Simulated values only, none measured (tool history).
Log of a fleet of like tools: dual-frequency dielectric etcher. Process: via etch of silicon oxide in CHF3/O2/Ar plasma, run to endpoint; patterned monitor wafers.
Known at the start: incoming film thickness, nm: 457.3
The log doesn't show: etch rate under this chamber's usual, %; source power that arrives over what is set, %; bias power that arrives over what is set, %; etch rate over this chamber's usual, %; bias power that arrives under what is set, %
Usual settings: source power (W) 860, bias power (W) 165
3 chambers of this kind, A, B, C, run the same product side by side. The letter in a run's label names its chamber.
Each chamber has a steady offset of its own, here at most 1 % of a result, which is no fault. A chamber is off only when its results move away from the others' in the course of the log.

run,hour,source power (W),bias power (W),hours since the last wet clean,hours since the last source power generator calibration,hours since the last bias power generator calibration,endpoint time (s)
1A,14.0,860,165,347.5,1444.2,1584.4,206.63
2C,25.4,860,165,159.8,1031.4,229.6,207.30
3B,36.1,860,165,358.9,130.4,2919.6,209.48
4B,45.4,860,165,368.2,139.7,2928.9,207.97
5A,59.1,860,165,392.6,1489.3,1629.5,206.62
6C,72.5,860,165,206.9,1078.5,276.7,208.11
7B,79.3,860,165,402.1,173.6,2962.8,206.64
8A,93.2,860,165,426.7,1523.4,1663.6,205.89
9C,103.7,860,165,238.1,1109.7,307.9,209.25
10C,114.5,860,165,248.9,1120.5,318.7,209.96
11A,123.4,860,165,456.9,1553.6,1693.8,206.18
12B,136.3,860,165,459.1,230.6,3019.8,207.25
13A,145.1,860,184,478.6,1575.3,1715.5,199.64
# hour 152.6: chamber B: wet clean of the chamber
14B,157.6,860,184,5.1,251.9,3041.1,209.31
15C,170.7,860,184,305.1,1176.7,374.9,200.48
16A,179.3,860,165,512.8,1609.5,1749.7,205.59
17C,185.8,860,165,320.2,1191.8,390.0,209.66
18B,196.5,860,165,44.0,290.8,3080.0,217.06
19C,204.7,860,165,339.1,1210.7,408.9,208.73
20B,216.1,1050,181,63.6,310.4,3099.6,196.08
21A,230.5,1050,181,564.0,1660.7,1800.9,185.36
22C,242.2,1050,181,376.6,1248.2,446.4,186.87
23B,253.3,860,165,100.8,347.6,3136.8,221.85
24A,265.9,860,165,599.4,1696.1,1836.3,207.43
25B,273.4,860,165,120.9,367.7,3156.9,219.44
26C,285.4,860,165,419.8,1291.4,489.6,206.85
27A,298.7,860,165,632.2,1728.9,1869.1,206.21
28B,305.9,860,165,153.4,400.2,3189.4,219.11
29C,320.3,860,165,454.7,1326.3,524.5,208.75

Is one chamber off against the others, does the gauge drift, or is nothing wrong? If a chamber is off, say which, and what the likeliest cause is.

A service left chamber B off against the others.
Cause: etch rate under this chamber's usual, % = 5.01.

Here are 4 candidates for chamber B's next run, each the usual settings with a change, their results left as question marks. Which one brings its results back in line with what the others give on the usual settings?
In line means no further than this from the other chambers' mean on the usual settings: endpoint time (s) 3.70
30B-1,330.7,860,119,,,,?
30B-2,330.7,930,176,,,,?
30B-3,330.7,790,154,,,,?
30B-4,330.7,1010,188,,,,?

The other chambers' mean on the usual settings: endpoint time (s) 207.67
run,endpoint time (s)
30B-1,241.61
30B-2,207.96
30B-3,230.95
30B-4,197.28
30B-2 brings the chamber back in line.

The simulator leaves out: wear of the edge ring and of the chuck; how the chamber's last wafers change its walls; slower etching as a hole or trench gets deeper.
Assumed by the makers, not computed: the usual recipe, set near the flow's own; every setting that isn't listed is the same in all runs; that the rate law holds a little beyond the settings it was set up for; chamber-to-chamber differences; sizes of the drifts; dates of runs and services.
